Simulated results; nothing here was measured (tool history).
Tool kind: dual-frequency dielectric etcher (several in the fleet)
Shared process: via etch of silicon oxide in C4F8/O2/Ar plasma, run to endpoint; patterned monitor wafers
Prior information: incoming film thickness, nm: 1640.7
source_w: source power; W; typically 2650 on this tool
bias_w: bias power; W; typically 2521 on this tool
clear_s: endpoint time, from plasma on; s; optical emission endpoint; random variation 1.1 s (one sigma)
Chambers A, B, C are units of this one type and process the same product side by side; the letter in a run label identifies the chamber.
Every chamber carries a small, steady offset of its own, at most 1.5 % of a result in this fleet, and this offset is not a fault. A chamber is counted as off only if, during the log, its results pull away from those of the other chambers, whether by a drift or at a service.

| run | day | source_w | bias_w | clear_s |
|---|---|---|---|---|
| 1A | 0.15 | 2650 | 2521 | 269.71 |
| 2C | 0.321 | 2650 | 2521 | 272.33 |
| 3B | 0.475 | 2650 | 2521 | 265.4 |
| 4B | 0.688 | 2650 | 2521 | 266.27 |
| 5A | 0.904 | 2650 | 2521 | 267.65 |
| 6C | 1.104 | 2650 | 2521 | 268.23 |
| 7A | 1.338 | 2650 | 2521 | 270.1 |
| 8C | 1.562 | 2650 | 2521 | 270.8 |
| 9B | 1.821 | 2650 | 2521 | 267.73 |
| 10C | 2.092 | 2930 | 2196 | 270.59 |
|  | 2.138 | chamber A: bias power generator calibrated |
| 11A | 2.296 | 2930 | 2196 | 268.09 |
| 12B | 2.554 | 2930 | 2196 | 268.5 |
| 13B | 2.688 | 2650 | 2521 | 269.18 |
| 14A | 2.9 | 2650 | 2521 | 269.59 |
| 15C | 3.133 | 2650 | 2521 | 270.43 |
|  | 3.25 | chamber C: source power generator calibrated |
| 16B | 3.371 | 2650 | 2521 | 269.57 |
| 17A | 3.596 | 2650 | 2521 | 267.45 |
| 18C | 3.75 | 2650 | 2521 | 270.11 |
|  | 3.875 | chamber B: wet clean of the chamber |
| 19A | 3.888 | 2650 | 2521 | 269.06 |
| 20C | 4.083 | 2900 | 1935 | 282.36 |
| 21B | 4.358 | 2900 | 1935 | 277.67 |
|  | 4.404 | chamber C: wet clean of the chamber |
| 22C | 4.638 | 2900 | 1935 | 281.72 |
| 23B | 4.933 | 2650 | 2521 | 267.54 |
| 24A | 5.079 | 2650 | 2521 | 268.89 |
| 25C | 5.362 | 2950 | 1925 | 280.81 |
| 26B | 5.654 | 2950 | 1925 | 274.85 |
| 27A | 5.946 | 2950 | 1925 | 277.13 |
| 28B | 6.238 | 2650 | 2744 | 262.11 |
| 29C | 6.454 | 2650 | 2744 | 263.23 |
| 30A | 6.729 | 2650 | 2744 | 261.06 |
| 31C | 6.892 | 2650 | 2521 | 271.21 |
| 32B | 7.054 | 3010 | 2941 | 244.96 |
| 33A | 7.354 | 3010 | 2941 | 245.99 |

For the next run the whole fleet of 3 chambers uses the same settings. Give each chamber's results:
| 34A | 7.571 | 2650 | 1996 | ? |
| 34B | 7.571 | 2650 | 1996 | ? |
| 34C | 7.571 | 2650 | 1996 | ? |

| run | clear_s |
|---|---|
| 34A | 287.48 |
| 34B | 283.5 |
| 34C | 286.87 |

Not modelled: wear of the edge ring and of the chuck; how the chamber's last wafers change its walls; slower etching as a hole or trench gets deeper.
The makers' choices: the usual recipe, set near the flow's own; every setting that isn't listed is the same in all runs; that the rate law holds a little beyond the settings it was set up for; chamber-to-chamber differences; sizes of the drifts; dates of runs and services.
